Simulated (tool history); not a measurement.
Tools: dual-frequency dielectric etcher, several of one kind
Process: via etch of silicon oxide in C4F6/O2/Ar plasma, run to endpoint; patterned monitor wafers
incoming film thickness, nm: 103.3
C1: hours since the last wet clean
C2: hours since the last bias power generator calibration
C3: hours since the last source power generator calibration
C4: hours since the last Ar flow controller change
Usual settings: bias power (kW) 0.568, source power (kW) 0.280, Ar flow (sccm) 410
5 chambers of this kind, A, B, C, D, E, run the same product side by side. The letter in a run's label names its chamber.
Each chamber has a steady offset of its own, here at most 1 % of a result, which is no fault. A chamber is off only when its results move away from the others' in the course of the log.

Run 1B, hour 5.5: usual settings; C1 409.7; C2 3685.2; C3 1866.1; C4 3416.1. Result: endpoint time (s) 25.611.
At hour 5.9: chamber E: wet clean of the chamber.
Run 2C, hour 9.9: usual settings; C1 160.3; C2 2937.4; C3 235.7; C4 755.1. Result: endpoint time (s) 25.706.
Run 3E, hour 14.5: usual settings; C1 8.7; C2 1807.6; C3 461.3; C4 1775.5. Result: endpoint time (s) 25.212.
At hour 14.6: chamber B: Ar flow controller replaced.
Run 4A, hour 21.8: usual settings; C1 118.2; C2 2009.6; C3 4669.2; C4 2319.1. Result: endpoint time (s) 25.900.
Run 5D, hour 28.2: usual settings; C1 419.4; C2 455.5; C3 698.1; C4 814.4. Result: endpoint time (s) 25.363.
Run 6A, hour 35.3: usual settings; C1 131.7; C2 2023.1; C3 4682.7; C4 2332.6. Result: endpoint time (s) 25.222.
Run 7B, hour 40.9: usual settings; C1 445.1; C2 3720.6; C3 1901.5; C4 26.4. Result: endpoint time (s) 25.227.
At hour 42.2: chamber D: wet clean of the chamber.
Run 8C, hour 48.0: usual settings; C1 198.4; C2 2975.5; C3 273.8; C4 793.2. Result: endpoint time (s) 25.662.
Run 9E, hour 53.1: usual settings; C1 47.3; C2 1846.2; C3 499.9; C4 1814.1. Result: endpoint time (s) 25.360.
Run 10D, hour 57.5: usual settings; C1 15.4; C2 484.8; C3 727.4; C4 843.7. Result: endpoint time (s) 25.607.
Run 11D, hour 63.7: usual settings; C1 21.6; C2 491.0; C3 733.6; C4 849.9. Result: endpoint time (s) 25.507.
At hour 70.9: chamber B: wet clean of the chamber.
Run 12C, hour 71.3: usual settings; C1 221.7; C2 2998.8; C3 297.1; C4 816.5. Result: endpoint time (s) 25.995.
Run 13E, hour 75.1: usual settings; C1 69.3; C2 1868.2; C3 521.9; C4 1836.1. Result: endpoint time (s) 25.344.
Run 14B, hour 82.2: usual settings; C1 11.4; C2 3761.9; C3 1942.8; C4 67.7. Result: endpoint time (s) 26.054.
Run 15A, hour 86.6: usual settings; C1 183.0; C2 2074.4; C3 4734.0; C4 2383.9. Result: endpoint time (s) 25.645.
At hour 90.1: chamber B: bias power generator calibrated.
Run 16A, hour 92.9: usual settings; C1 189.3; C2 2080.7; C3 4740.3; C4 2390.2. Result: endpoint time (s) 25.553.
Run 17E, hour 100.4: usual settings; C1 94.6; C2 1893.5; C3 547.2; C4 1861.4. Result: endpoint time (s) 25.551.
Run 18B, hour 108.2: usual settings; C1 37.4; C2 18.2; C3 1968.8; C4 93.7. Result: endpoint time (s) 25.552.
Run 19D, hour 116.4: usual settings; C1 74.3; C2 543.7; C3 786.3; C4 902.6. Result: endpoint time (s) 25.143.
Run 20C, hour 123.2: usual settings; C1 273.6; C2 3050.7; C3 349.0; C4 868.4. Result: endpoint time (s) 25.723.
Run 21B, hour 130.0: usual settings; C1 59.2; C2 40.0; C3 1990.6; C4 115.5. Result: endpoint time (s) 25.891.
Run 22A, hour 137.4: usual settings; C1 233.8; C2 2125.2; C3 4784.8; C4 2434.7. Result: endpoint time (s) 25.201.
Run 23E, hour 144.0: usual settings but bias power (kW) 0.476, Ar flow (sccm) 484; C1 138.2; C2 1937.1; C3 590.8; C4 1905.0. Result: endpoint time (s) 27.715.
Run 24C, hour 148.9: usual settings but bias power (kW) 0.476, Ar flow (sccm) 484; C1 299.3; C2 3076.4; C3 374.7; C4 894.1. Result: endpoint time (s) 27.806.
Run 25D, hour 155.8: usual settings but bias power (kW) 0.476, Ar flow (sccm) 484; C1 113.7; C2 583.1; C3 825.7; C4 942.0. Result: endpoint time (s) 28.131.
Run 26D, hour 163.8: usual settings but bias power (kW) 0.476, Ar flow (sccm) 484; C1 121.7; C2 591.1; C3 833.7; C4 950.0. Result: endpoint time (s) 27.659.
Run 27E, hour 169.5: usual settings but bias power (kW) 0.476, Ar flow (sccm) 484; C1 163.7; C2 1962.6; C3 616.3; C4 1930.5. Result: endpoint time (s) 28.244.
Run 28A, hour 175.6: usual settings; C1 272.0; C2 2163.4; C3 4823.0; C4 2472.9. Result: endpoint time (s) 25.609.
Run 29C, hour 180.7: usual settings but bias power (kW) 0.660, source power (kW) 0.220; C1 331.1; C2 3108.2; C3 406.5; C4 925.9. Result: endpoint time (s) 26.509.
Run 30B, hour 188.0: usual settings but bias power (kW) 0.660, source power (kW) 0.220; C1 117.2; C2 98.0; C3 2048.6; C4 173.5. Result: endpoint time (s) 26.784.
Run 31D, hour 195.3: usual settings but bias power (kW) 0.660, source power (kW) 0.220; C1 153.2; C2 622.6; C3 865.2; C4 981.5. Result: endpoint time (s) 26.111.
Run 32B, hour 202.1: usual settings but bias power (kW) 0.660, source power (kW) 0.220; C1 131.3; C2 112.1; C3 2062.7; C4 187.6. Result: endpoint time (s) 26.691.
Run 33E, hour 208.4: usual settings but bias power (kW) 0.660, source power (kW) 0.220; C1 202.6; C2 2001.5; C3 655.2; C4 1969.4. Result: endpoint time (s) 26.205.
Run 34A, hour 212.4: usual settings; C1 308.8; C2 2200.2; C3 4859.8; C4 2509.7. Result: endpoint time (s) 25.522.
At hour 215.6: chamber C: wet clean of the chamber.
Run 35C, hour 219.3: usual settings; C1 3.7; C2 3146.8; C3 445.1; C4 964.5. Result: endpoint time (s) 25.508.
Run 36E, hour 226.6: usual settings; C1 220.8; C2 2019.7; C3 673.4; C4 1987.6. Result: endpoint time (s) 25.478.
Run 37B, hour 230.1: usual settings; C1 159.3; C2 140.1; C3 2090.7; C4 215.6. Result: endpoint time (s) 26.043.
Run 38C, hour 236.7: usual settings; C1 21.1; C2 3164.2; C3 462.5; C4 981.9. Result: endpoint time (s) 25.463.
Run 39D, hour 243.4: usual settings; C1 201.3; C2 670.7; C3 913.3; C4 1029.6. Result: endpoint time (s) 25.711.
Run 40A, hour 251.1: usual settings but bias power (kW) 0.439, Ar flow (sccm) 376; C1 347.5; C2 2238.9; C3 4898.5; C4 2548.4. Result: endpoint time (s) 27.660.
Run 41A, hour 255.8: usual settings but bias power (kW) 0.439, Ar flow (sccm) 376; C1 352.2; C2 2243.6; C3 4903.2; C4 2553.1. Result: endpoint time (s) 27.927.
Run 42B, hour 263.6: usual settings but bias power (kW) 0.439, Ar flow (sccm) 376; C1 192.8; C2 173.6; C3 2124.2; C4 249.1. Result: endpoint time (s) 28.209.
Run 43E, hour 270.2: usual settings but bias power (kW) 0.439, Ar flow (sccm) 376; C1 264.4; C2 2063.3; C3 717.0; C4 2031.2. Result: endpoint time (s) 27.821.

All 5 chambers run these settings next. Forecast each chamber's results:
Run 44A, hour 276.1: usual settings but bias power (kW) 0.471. Result: endpoint time (s) ?.
Run 44B, hour 276.1: usual settings but bias power (kW) 0.471. Result: endpoint time (s) ?.
Run 44C, hour 276.1: usual settings but bias power (kW) 0.471. Result: endpoint time (s) ?.
Run 44D, hour 276.1: usual settings but bias power (kW) 0.471. Result: endpoint time (s) ?.
Run 44E, hour 276.1: usual settings but bias power (kW) 0.471. Result: endpoint time (s) ?.

run  endpoint time (s)
44A             27.246
44B             27.661
44C             27.718
44D             27.354
44E             27.304
